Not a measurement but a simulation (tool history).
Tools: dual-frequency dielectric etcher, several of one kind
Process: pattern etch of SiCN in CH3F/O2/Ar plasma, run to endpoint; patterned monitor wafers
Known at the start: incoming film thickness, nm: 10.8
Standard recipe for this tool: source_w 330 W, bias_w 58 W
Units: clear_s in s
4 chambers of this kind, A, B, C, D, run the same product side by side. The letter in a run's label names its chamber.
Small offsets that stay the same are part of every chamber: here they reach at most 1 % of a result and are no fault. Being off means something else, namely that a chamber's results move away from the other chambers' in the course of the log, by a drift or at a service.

Run 1B, hour 3.3: usual settings. Result: clear_s 33.62 s.
Run 2D, hour 5.3: usual settings. Result: clear_s 33.733 s.
Run 3A, hour 7.8: usual settings. Result: clear_s 33.138 s.
Run 4C, hour 9.9: usual settings. Result: clear_s 33.223 s.
Run 5B, hour 12.8: usual settings but bias_w 45 W. Result: clear_s 36.571 s.
Run 6D, hour 17: usual settings but bias_w 45 W. Result: clear_s 36.608 s.
Run 7A, hour 19.2: usual settings but bias_w 45 W. Result: clear_s 36.105 s.
Run 8C, hour 21.6: usual settings but bias_w 45 W. Result: clear_s 36.247 s.
Run 9B, hour 24.4: usual settings. Result: clear_s 33.6 s.
Run 10C, hour 27.3: usual settings but source_w 390 W, bias_w 47 W. Result: clear_s 33.413 s.
Run 11D, hour 29.3: usual settings but source_w 390 W, bias_w 47 W. Result: clear_s 33.818 s.
Run 12A, hour 33.3: usual settings but source_w 390 W, bias_w 47 W. Result: clear_s 33.359 s.
Run 13B, hour 37.2: usual settings but source_w 390 W, bias_w 47 W. Result: clear_s 33.6 s.
Run 14D, hour 41.7: usual settings. Result: clear_s 33.596 s.
Run 15C, hour 44.2: usual settings. Result: clear_s 33.395 s.
Run 16A, hour 47.3: usual settings. Result: clear_s 33.256 s.
Run 17C, hour 49.8: usual settings. Result: clear_s 33.203 s.
Run 18B, hour 54.2: usual settings. Result: clear_s 33.571 s.
Run 19A, hour 56.8: usual settings. Result: clear_s 33.109 s.
Run 20D, hour 58.9: usual settings. Result: clear_s 33.535 s.
At hour 59.6: chamber C: wet clean of the chamber.
Run 21B, hour 62.3: usual settings. Result: clear_s 33.533 s.
Run 22D, hour 64.6: usual settings but source_w 380 W. Result: clear_s 31.762 s.
Run 23C, hour 68.5: usual settings but source_w 380 W. Result: clear_s 31.541 s.
Run 24A, hour 71.7: usual settings but source_w 380 W. Result: clear_s 31.388 s.

The same settings go to every chamber for the next run, one line per chamber below. Forecast the results for each:
Run 25A, hour 74.9: usual settings but source_w 270 W. Result: clear_s ?.
Run 25B, hour 74.9: usual settings but source_w 270 W. Result: clear_s ?.
Run 25C, hour 74.9: usual settings but source_w 270 W. Result: clear_s ?.
Run 25D, hour 74.9: usual settings but source_w 270 W. Result: clear_s ?.

run  clear_s
25A   35.809
25B   35.991
25C   35.962
25D    36.11

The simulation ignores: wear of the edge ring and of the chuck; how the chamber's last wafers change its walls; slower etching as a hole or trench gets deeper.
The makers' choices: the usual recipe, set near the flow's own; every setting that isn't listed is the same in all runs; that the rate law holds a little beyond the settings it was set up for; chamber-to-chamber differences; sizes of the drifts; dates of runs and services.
